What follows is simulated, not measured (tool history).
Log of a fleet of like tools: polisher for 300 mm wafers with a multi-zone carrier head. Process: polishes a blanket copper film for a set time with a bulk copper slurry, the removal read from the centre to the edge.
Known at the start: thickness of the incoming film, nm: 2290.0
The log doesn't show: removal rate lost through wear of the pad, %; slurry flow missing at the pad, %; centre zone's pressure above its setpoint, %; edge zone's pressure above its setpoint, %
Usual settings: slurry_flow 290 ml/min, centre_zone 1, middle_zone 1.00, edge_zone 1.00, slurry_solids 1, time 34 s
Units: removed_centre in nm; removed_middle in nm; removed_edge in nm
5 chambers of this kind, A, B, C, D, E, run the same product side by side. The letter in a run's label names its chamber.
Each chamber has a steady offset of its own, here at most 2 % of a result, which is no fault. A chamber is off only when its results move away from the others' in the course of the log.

run	hour	slurry_flow	centre_zone	middle_zone	edge_zone	slurry_solids	time	wafers polished on this pad	hours since the slurry nozzle was cleaned	hours since the centre zone pressure was calibrated	hours since the edge zone pressure was calibrated	removed_centre	removed_middle	removed_edge
1A	4.7	290	1	1.00	1.00	1	34	692	441.5	608.6	121.1	265.74	260.03	261.71
# hour 10.2: chamber A: worn pad replaced by a new one
2D	11.7	290	1	1.00	1.00	1	34	801	130.1	902.1	124.0	269.86	260.62	266.07
3E	15.1	290	1	1.00	1.00	1	34	380	35.6	654.9	17.0	260.72	262.80	260.37
4B	20.1	290	1	1.00	1.00	1	34	877	529.2	650.2	325.2	260.90	266.61	261.20
# hour 22.2: chamber A: slurry nozzle cleaned
5C	25.0	225	1	1.00	1.00	1	34	757	474.1	1022.0	915.3	252.32	252.50	257.44
6A	29.6	225	1	1.00	1.00	1	34	321	7.4	633.5	146.0	258.03	251.70	257.98
# hour 29.9: chamber C: edge zone pressure recalibrated
7C	34.0	225	1	1.00	1.00	1	34	905	483.1	1031.0	4.2	254.68	255.11	254.06
# hour 34.5: chamber D: worn pad replaced by a new one
8B	41.2	225	1	1.00	1.00	1	34	1225	550.3	671.3	346.3	248.19	259.08	256.60
9D	45.6	225	1	1.00	1.00	1	34	183	164.0	936.0	157.9	257.45	253.09	261.20
10E	51.8	290	1	1.00	1.00	1	34	985	72.3	691.6	53.7	260.75	268.33	264.46
# hour 53.6: chamber B: worn pad replaced by a new one
11E	58.8	290	1	1.00	1.00	1	34	1100	79.3	698.6	60.7	264.61	261.92	261.72
# hour 63.7: chamber A: worn pad replaced by a new one
# hour 64.7: chamber E: worn pad replaced by a new one
12C	64.9	290	1	1.00	1.00	1	34	1415	514.0	1061.9	35.1	263.20	261.38	276.34
# hour 67.2: chamber C: centre zone pressure recalibrated
13D	70.8	290	1	1.00	1.00	1	34	598	189.2	961.2	183.1	269.19	261.24	265.29
14B	74.2	290	1	1.00	1.11	1	34	340	583.3	704.3	379.3	263.21	265.59	280.74
15A	79.6	290	1	1.00	1.11	1	34	263	57.4	683.5	196.0	256.64	261.63	280.98
16E	84.4	290	1	1.00	1.11	1	34	326	104.9	724.2	86.3	266.70	265.18	279.98
17C	88.5	290	1	1.00	1.11	1	34	1804	537.6	21.4	58.7	266.92	258.66	281.06
# hour 94.6: chamber D: worn pad replaced by a new one
18D	94.7	290	1	1.00	1.11	1	34	2	213.1	985.1	207.0	269.17	261.51	283.40
19A	99.3	290	1	1.00	1.00	1	34	588	77.1	703.2	215.7	269.31	260.09	260.57
20B	106.7	290	1	1.00	1.00	1	34	876	615.8	736.8	411.8	260.29	267.12	260.51
21C	113.2	290	1	1.00	1.00	1	34	2211	562.3	46.1	83.4	258.83	255.25	251.77
# hour 117.8: chamber A: worn pad replaced by a new one
22B	119.9	290	1	1.00	1.00	1	34	1094	629.0	750.0	425.0	258.49	264.83	263.99
23A	124.5	290	1	1.00	1.00	1	34	111	102.3	728.4	240.9	270.30	264.85	263.70
24E	129.3	290	1	1.00	1.00	1	34	1066	149.8	769.1	131.2	268.09	264.73	264.86
25D	136.4	290	1	1.00	1.00	1	34	690	254.8	1026.8	248.7	261.13	260.19	267.39
26D	140.9	290	1	1.00	1.00	1	34	764	259.3	1031.3	253.2	266.63	260.91	265.65
# hour 144.8: chamber E: worn pad replaced by a new one
27A	146.1	345	1	1.08	1.00	1	34	467	123.9	750.0	262.5	270.53	289.17	266.23
28B	151.6	345	1	1.08	1.00	1	34	1616	660.7	781.7	456.7	266.14	289.25	275.04
# hour 154.5: chamber B: worn pad replaced by a new one
29E	156.2	345	1	1.08	1.00	1	34	189	176.7	796.0	158.1	264.33	287.85	272.00
# hour 162.4: chamber D: worn pad replaced by a new one
# hour 162.5: chamber A: worn pad replaced by a new one
30C	163.5	345	1	1.08	1.00	1	34	3041	612.6	96.4	133.7	255.15	268.65	254.74
31E	170.7	345	1	1.08	1.00	1	34	428	191.2	810.5	172.6	270.67	286.62	261.41
32D	176.7	290	1	1.00	1.00	1	34	236	295.1	1067.1	289.0	260.95	261.45	263.61
33A	184.2	290	1	1.00	1.00	1	34	359	162.0	788.1	300.6	266.55	262.43	261.21
# hour 185.2: chamber A: centre zone pressure recalibrated
34B	190.2	290	1	1.00	1.00	1	34	589	699.3	820.3	495.3	260.57	265.38	265.56
35C	197.0	290	1	1.00	1.00	1	34	3593	646.1	129.9	167.2	240.70	241.16	237.05
36A	203.6	290	1	1.00	1.00	1	34	679	181.4	18.5	320.0	257.34	259.99	261.61
# hour 210.0: chamber B: slurry nozzle cleaned
37B	210.0	290	1	1.00	1.00	1	34	915	0.1	840.1	515.1	256.13	267.30	271.94
38C	215.5	290	1	1.00	1.00	1	34	3898	664.6	148.4	185.7	235.00	237.62	239.37
39D	218.9	290	1	1.00	1.00	1	34	932	337.3	1109.3	331.2	265.30	256.89	270.88
# hour 219.1: chamber E: worn pad replaced by a new one
40E	224.4	290	1	1.00	1.00	1	34	88	244.9	864.2	226.3	261.86	265.57	264.25
41C	230.4	290	1	1.00	1.00	1	34	4144	679.5	163.3	200.6	244.21	234.48	241.63
42E	237.8	290	1	1.00	1.00	1	34	309	258.3	877.6	239.7	260.45	260.81	259.89
43B	241.1	290	1	1.00	1.00	1	34	1428	31.2	871.2	546.2	264.99	270.58	262.78

Next, every chamber runs the same settings. What will each give?
44A	246.5	290	1	1.00	1.00	1	34					?	?	?
44B	246.5	290	1	1.00	1.00	1	34					?	?	?
44C	246.5	290	1	1.00	1.00	1	34					?	?	?
44D	246.5	290	1	1.00	1.00	1	34					?	?	?
44E	246.5	290	1	1.00	1.00	1	34					?	?	?

run	removed_centre	removed_middle	removed_edge
44A	261.84	260.05	266.97
44B	266.29	268.76	258.93
44C	234.96	235.82	243.95
44D	266.10	261.39	267.06
44E	257.65	265.99	253.96

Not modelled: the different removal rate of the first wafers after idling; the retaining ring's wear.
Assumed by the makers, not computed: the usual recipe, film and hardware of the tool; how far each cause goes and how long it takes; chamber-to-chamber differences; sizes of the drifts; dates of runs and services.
